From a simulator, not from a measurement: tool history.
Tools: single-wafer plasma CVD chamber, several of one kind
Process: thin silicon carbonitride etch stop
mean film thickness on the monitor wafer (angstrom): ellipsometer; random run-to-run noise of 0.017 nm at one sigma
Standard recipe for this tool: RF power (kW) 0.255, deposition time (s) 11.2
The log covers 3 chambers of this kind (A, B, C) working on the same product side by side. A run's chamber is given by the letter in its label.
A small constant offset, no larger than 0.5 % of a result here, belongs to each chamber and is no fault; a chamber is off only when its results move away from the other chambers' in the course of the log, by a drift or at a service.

| run | day | RF power (kW) | deposition time (s) | read-back reference wafer on the same gauge, thickness_nm | mean film thickness on the monitor wafer (angstrom) |
|---|---|---|---|---|---|
| 1B | 0.208 | 0.255 | 11.2 | 7.5595 | 68.338 |
| 2A | 0.433 | 0.255 | 11.2 | 7.5570 | 68.966 |
| 3C | 0.633 | 0.255 | 11.2 | 7.5604 | 68.585 |
| 4A | 0.867 | 0.255 | 11.2 | 7.5568 | 68.887 |
| 5B | 1.067 | 0.255 | 11.2 | 7.5626 | 68.343 |
| 6C | 1.238 | 0.255 | 11.2 | 7.5614 | 68.486 |
| 7A | 1.417 | 0.255 | 11.2 | 7.5626 | 68.694 |
| 8B | 1.546 | 0.255 | 11.2 | 7.5566 | 68.352 |
| 9C | 1.812 | 0.255 | 11.2 | 7.5636 | 69.069 |
| 10C | 2.079 | 0.255 | 11.2 | 7.5606 | 68.582 |
| 11B | 2.229 | 0.255 | 11.2 | 7.5594 | 68.314 |
| 12A | 2.429 | 0.255 | 11.2 | 7.5620 | 68.754 |
| 13B | 2.683 | 0.220 | 9.5 | 7.5587 | 55.742 |
| 14C | 2.808 | 0.220 | 9.5 | 7.5582 | 55.870 |
| 15A | 3.008 | 0.220 | 9.5 | 7.5617 | 55.641 |
|  | 3.083 | chamber A: RF generator calibrated |
| 16A | 3.250 | 0.255 | 11.2 | 7.5610 | 68.804 |
| 17C | 3.454 | 0.255 | 11.2 | 7.5593 | 68.474 |
| 18B | 3.692 | 0.255 | 11.2 | 7.5576 | 68.101 |
| 19B | 3.842 | 0.255 | 11.2 | 7.5624 | 68.508 |
| 20A | 4.067 | 0.255 | 11.2 | 7.5551 | 69.063 |
| 21C | 4.275 | 0.255 | 10.5 | 7.5589 | 64.570 |
| 22A | 4.471 | 0.255 | 10.5 | 7.5603 | 64.173 |
| 23B | 4.592 | 0.255 | 10.5 | 7.5644 | 64.261 |
| 24C | 4.838 | 0.255 | 11.2 | 7.5570 | 68.638 |
| 25B | 5.067 | 0.255 | 12.2 | 7.5546 | 74.168 |
| 26C | 5.292 | 0.255 | 12.2 | 7.5545 | 74.884 |
| 27A | 5.562 | 0.255 | 12.2 | 7.5628 | 74.755 |
| 28A | 5.833 | 0.255 | 11.2 | 7.5612 | 68.927 |
| 29B | 6.071 | 0.255 | 11.2 | 7.5560 | 68.437 |
| 30C | 6.238 | 0.255 | 11.2 | 7.5529 | 68.691 |
| 31A | 6.475 | 0.255 | 11.2 | 7.5615 | 68.652 |
| 32B | 6.650 | 0.235 | 12.4 | 7.5603 | 74.078 |
| 33C | 6.817 | 0.235 | 12.4 | 7.5578 | 74.010 |
| 34C | 7.021 | 0.235 | 12.4 | 7.5618 | 74.147 |

Has any chamber moved away from the others, gradually or after a service, or does the common gauge drift, or do the chambers differ only by their own small steady offsets? State the chamber and the most likely cause if one applies.

Nothing is wrong: each chamber keeps only its own small, steady offset and the gauge holds still.

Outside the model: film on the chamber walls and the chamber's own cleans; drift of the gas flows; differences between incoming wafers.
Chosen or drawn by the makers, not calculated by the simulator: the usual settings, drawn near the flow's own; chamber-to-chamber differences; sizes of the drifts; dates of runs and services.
